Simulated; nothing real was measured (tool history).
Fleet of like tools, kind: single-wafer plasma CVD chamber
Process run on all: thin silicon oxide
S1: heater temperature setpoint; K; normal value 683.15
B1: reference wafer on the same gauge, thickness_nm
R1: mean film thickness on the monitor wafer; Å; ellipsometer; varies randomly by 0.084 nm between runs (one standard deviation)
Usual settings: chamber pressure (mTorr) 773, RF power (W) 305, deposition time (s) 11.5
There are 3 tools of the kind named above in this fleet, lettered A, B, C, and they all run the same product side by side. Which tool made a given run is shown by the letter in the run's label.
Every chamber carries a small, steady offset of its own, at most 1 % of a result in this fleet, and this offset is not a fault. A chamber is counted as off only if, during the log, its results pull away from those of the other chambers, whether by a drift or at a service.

Run 1A, day 0.525: usual settings; B1 18.795. Result: R1 204.63 Å.
Run 2B, day 1.017: usual settings; B1 18.802. Result: R1 203.56 Å.
Run 3C, day 1.529: usual settings; B1 18.811. Result: R1 202.77 Å.
Run 4B, day 2.100: usual settings; B1 18.800. Result: R1 204.07 Å.
Run 5A, day 2.450: usual settings; B1 18.800. Result: R1 203.67 Å.
Run 6C, day 2.967: usual settings; B1 18.813. Result: R1 203.18 Å.
Run 7B, day 3.550: usual settings but S1 672.15 K; B1 18.784. Result: R1 205.35 Å.
Run 8C, day 3.950: usual settings but S1 672.15 K; B1 18.801. Result: R1 204.65 Å.
Run 9A, day 4.275: usual settings but S1 672.15 K; B1 18.803. Result: R1 204.00 Å.
Run 10A, day 4.650: usual settings; B1 18.800. Result: R1 202.47 Å.
Run 11C, day 4.996: usual settings; B1 18.817. Result: R1 202.00 Å.
Run 12B, day 5.288: usual settings; B1 18.788. Result: R1 203.98 Å.
Run 13C, day 5.725: usual settings; B1 18.787. Result: R1 201.64 Å.
Run 14A, day 6.225: usual settings but RF power (W) 265, deposition time (s) 12.2; B1 18.810. Result: R1 202.63 Å.
Run 15B, day 6.671: usual settings but RF power (W) 265, deposition time (s) 12.2; B1 18.788. Result: R1 203.81 Å.
Run 16B, day 7.142: usual settings but RF power (W) 265, deposition time (s) 12.2; B1 18.807. Result: R1 203.16 Å.
Run 17A, day 7.629: usual settings; B1 18.803. Result: R1 202.63 Å.
Run 18C, day 8.121: usual settings; B1 18.803. Result: R1 201.98 Å.
Run 19B, day 8.733: usual settings; B1 18.792. Result: R1 203.12 Å.
Run 20A, day 9.183: usual settings but chamber pressure (mTorr) 933, RF power (W) 335; B1 18.794. Result: R1 246.54 Å.

One chamber off, gauge drift, or nothing amiss beyond the chambers' own small offsets? If it is a chamber, which one, and what is the likeliest cause?

The fleet is healthy, with each chamber sitting at its usual small offset and no drift in the gauge.
